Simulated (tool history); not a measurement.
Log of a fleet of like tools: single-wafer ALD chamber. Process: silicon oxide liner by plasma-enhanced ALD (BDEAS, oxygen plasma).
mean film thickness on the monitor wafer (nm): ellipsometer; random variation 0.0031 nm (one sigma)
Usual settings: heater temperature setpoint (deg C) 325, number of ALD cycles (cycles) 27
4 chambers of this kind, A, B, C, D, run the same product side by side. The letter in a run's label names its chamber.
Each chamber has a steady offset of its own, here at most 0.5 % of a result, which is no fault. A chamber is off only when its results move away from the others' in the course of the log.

run,hour,heater temperature setpoint (deg C),number of ALD cycles (cycles),hours since the last thermocouple change,"read-back reference wafer on the same gauge, thickness_nm",mean film thickness on the monitor wafer (nm)
1C,14.5,325,27,517.9,2.6609,2.4348
2B,25.1,325,27,1155.9,2.6599,2.4353
3A,38.9,325,27,870.1,2.6614,2.4321
4D,49.2,325,27,872.0,2.6617,2.4142
5B,63.5,325,27,1194.3,2.6616,2.4364
6D,73.9,325,27,896.7,2.6619,2.4192
7C,87.0,325,27,590.4,2.6631,2.4376
8A,99.5,325,27,930.7,2.6628,2.4269
9C,109.0,325,27,612.4,2.6633,2.4405
10B,117.6,325,27,1248.4,2.6637,2.4380
11A,131.6,325,27,962.8,2.6640,2.4228
12D,146.9,325,27,969.7,2.6646,2.4208
13D,157.3,332,31,980.1,2.6648,2.7511
14C,163.9,332,31,667.3,2.6653,2.7668
15A,173.1,332,31,1004.3,2.6652,2.7609
16B,180.1,332,31,1310.9,2.6654,2.7645
17A,189.5,325,27,1020.7,2.6657,2.4304
18C,198.1,325,27,701.5,2.6655,2.4398
19D,211.1,325,24,1033.9,2.6669,2.1495
20B,224.8,325,24,1355.6,2.6668,2.1698
# hour 225.3: chamber A: thermocouple changed; heater temperature recalibrated
21B,232.8,325,24,1363.6,2.6681,2.1709
22D,242.4,325,24,1065.2,2.6680,2.1513
23A,254.3,325,25,29.0,2.6674,2.2523
24C,264.0,325,25,767.4,2.6676,2.2609
25D,271.9,325,25,1094.7,2.6680,2.2425
26C,283.9,325,25,787.3,2.6692,2.2617
27A,293.6,325,27,68.3,2.6690,2.4418
28B,302.5,325,27,1433.3,2.6691,2.4398
29C,317.4,325,27,820.8,2.6701,2.4383
30A,327.9,325,27,102.6,2.6706,2.4352
31D,340.1,325,27,1162.9,2.6707,2.4215
32B,347.5,325,27,1478.3,2.6706,2.4355
33B,358.6,325,27,1489.4,2.6725,2.4455
34A,366.8,325,27,141.5,2.6708,2.4322
35C,373.7,325,27,877.1,2.6724,2.4435
36D,387.6,325,27,1210.4,2.6719,2.4250
37D,401.1,325,27,1223.9,2.6726,2.4268
38B,410.1,325,27,1540.9,2.6723,2.4439
39A,416.7,325,27,191.4,2.6723,2.4380
40C,425.5,325,27,928.9,2.6738,2.4390
41A,438.0,325,27,212.7,2.6732,2.4415

What goes on in this fleet: one chamber off, a drifting gauge, or nothing beyond the chambers' own small offsets? Name the chamber and the cause, if any.

The gauge drifts, so all chambers seem to drift together. No chamber is off.
Cause: gauge reads high (%) = 0.519.
